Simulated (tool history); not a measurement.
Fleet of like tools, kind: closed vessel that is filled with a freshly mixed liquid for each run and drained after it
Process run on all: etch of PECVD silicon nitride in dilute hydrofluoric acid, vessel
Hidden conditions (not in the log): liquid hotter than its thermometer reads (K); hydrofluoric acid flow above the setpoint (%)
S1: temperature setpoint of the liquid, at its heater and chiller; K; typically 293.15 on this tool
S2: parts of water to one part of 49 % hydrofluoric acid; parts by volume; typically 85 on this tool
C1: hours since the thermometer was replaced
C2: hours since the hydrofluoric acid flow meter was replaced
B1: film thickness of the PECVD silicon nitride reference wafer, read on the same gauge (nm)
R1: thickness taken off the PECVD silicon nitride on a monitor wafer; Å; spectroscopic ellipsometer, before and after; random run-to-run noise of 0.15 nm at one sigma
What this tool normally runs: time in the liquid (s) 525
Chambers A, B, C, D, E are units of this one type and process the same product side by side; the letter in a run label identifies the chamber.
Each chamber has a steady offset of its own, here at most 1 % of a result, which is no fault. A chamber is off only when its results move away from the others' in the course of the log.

Run 1A, hour 6.5: usual settings; C1 115.2; C2 735.8; B1 30.049. Result: R1 154.86 Å.
Run 2C, hour 10.8: usual settings; C1 1512.8; C2 241.9; B1 30.022. Result: R1 153.68 Å.
Run 3D, hour 17.4: usual settings; C1 1413.1; C2 885.3; B1 29.989. Result: R1 156.09 Å.
Run 4B, hour 22.6: usual settings; C1 1062.6; C2 414.8; B1 30.061. Result: R1 155.25 Å.
Run 5E, hour 28.9: usual settings; C1 715.6; C2 855.9; B1 29.986. Result: R1 151.36 Å.
Run 6A, hour 36.6: usual settings; C1 145.3; C2 765.9; B1 30.028. Result: R1 156.07 Å.
Run 7C, hour 41: usual settings; C1 1543; C2 272.1; B1 30.051. Result: R1 155.32 Å.
Run 8E, hour 49.1: usual settings; C1 735.8; C2 876.1; B1 29.938. Result: R1 152.41 Å.
Run 9D, hour 55.5: usual settings but S1 297.65 K, S2 60 parts by volume; C1 1451.2; C2 923.4; B1 29.974. Result: R1 296.69 Å.
Run 10B, hour 64.7: usual settings but S1 297.65 K, S2 60 parts by volume; C1 1104.7; C2 456.9; B1 30.017. Result: R1 298.5 Å.
Run 11D, hour 71.7: usual settings but S1 297.65 K, S2 60 parts by volume; C1 1467.4; C2 939.6; B1 29.992. Result: R1 298.89 Å.
Run 12B, hour 76.2: usual settings but S1 297.65 K, S2 60 parts by volume; C1 1116.2; C2 468.4; B1 30.062. Result: R1 294.59 Å.
Run 13C, hour 84: usual settings but S1 297.65 K, S2 60 parts by volume; C1 1586; C2 315.1; B1 30.002. Result: R1 298.08 Å.
Run 14A, hour 92.6: usual settings; C1 201.3; C2 821.9; B1 29.987. Result: R1 153.8 Å.
Run 15E, hour 98.7: usual settings; C1 785.4; C2 925.7; B1 30.064. Result: R1 154.46 Å.
Run 16E, hour 107.9: usual settings; C1 794.6; C2 934.9; B1 30.009. Result: R1 155.5 Å.
Run 17C, hour 117.3: usual settings; C1 1619.3; C2 348.4; B1 29.992. Result: R1 156.58 Å.
Run 18B, hour 125.2: usual settings but S2 60 parts by volume; C1 1165.2; C2 517.4; B1 29.991. Result: R1 217.38 Å.
Run 19D, hour 131.6: usual settings but S2 60 parts by volume; C1 1527.3; C2 999.5; B1 29.95. Result: R1 221.66 Å.
Run 20A, hour 138.5: usual settings but S2 60 parts by volume; C1 247.2; C2 867.8; B1 29.985. Result: R1 219.67 Å.
Run 21C, hour 144.2: usual settings but S2 60 parts by volume; C1 1646.2; C2 375.3; B1 30.031. Result: R1 219.85 Å.
Run 22B, hour 148.4: usual settings but S2 60 parts by volume; C1 1188.4; C2 540.6; B1 29.985. Result: R1 221.91 Å.
Run 23D, hour 153.4: usual settings; C1 1549.1; C2 1021.3; B1 30.01. Result: R1 159.56 Å.
Run 24E, hour 161.4: usual settings; C1 848.1; C2 988.4; B1 29.972. Result: R1 154.42 Å.
Run 25A, hour 165.7: usual settings; C1 274.4; C2 895; B1 30.024. Result: R1 156.25 Å.
Run 26A, hour 173.1: usual settings; C1 281.8; C2 902.4; B1 29.977. Result: R1 156.65 Å.
Run 27C, hour 177.4: usual settings but S1 296.65 K, S2 100 parts by volume; C1 1679.4; C2 408.5; B1 29.996. Result: R1 166.4 Å.
Run 28E, hour 183.3: usual settings but S1 296.65 K, S2 100 parts by volume; C1 870; C2 1010.3; B1 29.938. Result: R1 164.88 Å.
Run 29B, hour 189.4: usual settings but S1 296.65 K, S2 100 parts by volume; C1 1229.4; C2 581.6; B1 30.02. Result: R1 166.38 Å.
Run 30D, hour 194.2: usual settings but S1 296.65 K, S2 100 parts by volume; C1 1589.9; C2 1062.1; B1 30.024. Result: R1 176.03 Å.
Run 31B, hour 203.5: usual settings but S1 296.65 K, S2 100 parts by volume; C1 1243.5; C2 595.7; B1 30.005. Result: R1 167.35 Å.
At hour 212.5: chamber C: hydrofluoric acid flow meter replaced.
Run 32C, hour 212.9: usual settings; C1 1714.9; C2 0.5; B1 29.969. Result: R1 155.28 Å.
Run 33E, hour 221.4: usual settings; C1 908.1; C2 1048.4; B1 29.981. Result: R1 156.73 Å.
Run 34D, hour 230.2: usual settings but time in the liquid (s) 750; C1 1625.9; C2 1098.1; B1 29.949. Result: R1 232.24 Å.
Run 35A, hour 238.7: usual settings but time in the liquid (s) 750; C1 347.4; C2 968; B1 30.009. Result: R1 222.63 Å.
Run 36C, hour 246.8: usual settings but time in the liquid (s) 750; C1 1748.8; C2 34.4; B1 29.994. Result: R1 222.34 Å.
At hour 255.3: chamber E: hydrofluoric acid flow meter replaced.
Run 37D, hour 255.9: usual settings but time in the liquid (s) 750; C1 1651.6; C2 1123.8; B1 29.994. Result: R1 233.79 Å.
Run 38A, hour 261.9: usual settings but time in the liquid (s) 750; C1 370.6; C2 991.2; B1 30.008. Result: R1 219.24 Å.
Run 39E, hour 268.6: usual settings; C1 955.3; C2 13.4; B1 30.009. Result: R1 151.88 Å.
Run 40B, hour 276.4: usual settings; C1 1316.4; C2 668.6; B1 30.005. Result: R1 152.82 Å.
Run 41E, hour 281.5: usual settings but S1 291.15 K; C1 968.2; C2 26.3; B1 29.984. Result: R1 132.56 Å.
Run 42B, hour 290.7: usual settings but S1 291.15 K; C1 1330.7; C2 682.9; B1 30.056. Result: R1 132.79 Å.
Run 43C, hour 295.7: usual settings but S1 291.15 K; C1 1797.7; C2 83.3; B1 30.059. Result: R1 135.86 Å.
Run 44A, hour 300.5: usual settings but S1 291.15 K; C1 409.2; C2 1029.8; B1 30.012. Result: R1 137.17 Å.

Does one chamber stand apart from the rest, does the shared gauge drift, or is all well apart from small per-chamber offsets? Give the chamber and the most likely cause, where there is one.

Chamber D drifts away from the others.
Likeliest cause: liquid hotter than its thermometer reads (K) = 1.32.
The log may not separate it from: hydrofluoric acid flow above the setpoint (%).

Chamber D could run next with any of the 4 candidate recipes listed below; each alters the usual settings, and their results appear as question marks. Which one brings its results back in line with what the other chambers deliver on the usual settings?
In-line tolerance around the mean of the other chambers on the usual settings: R1 5.2 Å
Run 45D-1, hour 307.3: usual settings but S1 292.65 K, time in the liquid (s) 495. Result: R1 ?.
Run 45D-2, hour 307.3: usual settings but S1 292.65 K, time in the liquid (s) 465. Result: R1 ?.
Run 45D-3, hour 307.3: usual settings but time in the liquid (s) 570. Result: R1 ?.
Run 45D-4, hour 307.3: usual settings but S1 293.65 K, S2 80 parts by volume, time in the liquid (s) 565. Result: R1 ?.

The mean the other chambers reach with the usual settings: R1 154.67 Å
  run      R1
45D-1  154.32
45D-2  144.96
45D-3  183.84
45D-4  199.98
45D-1 brings the chamber back in line.

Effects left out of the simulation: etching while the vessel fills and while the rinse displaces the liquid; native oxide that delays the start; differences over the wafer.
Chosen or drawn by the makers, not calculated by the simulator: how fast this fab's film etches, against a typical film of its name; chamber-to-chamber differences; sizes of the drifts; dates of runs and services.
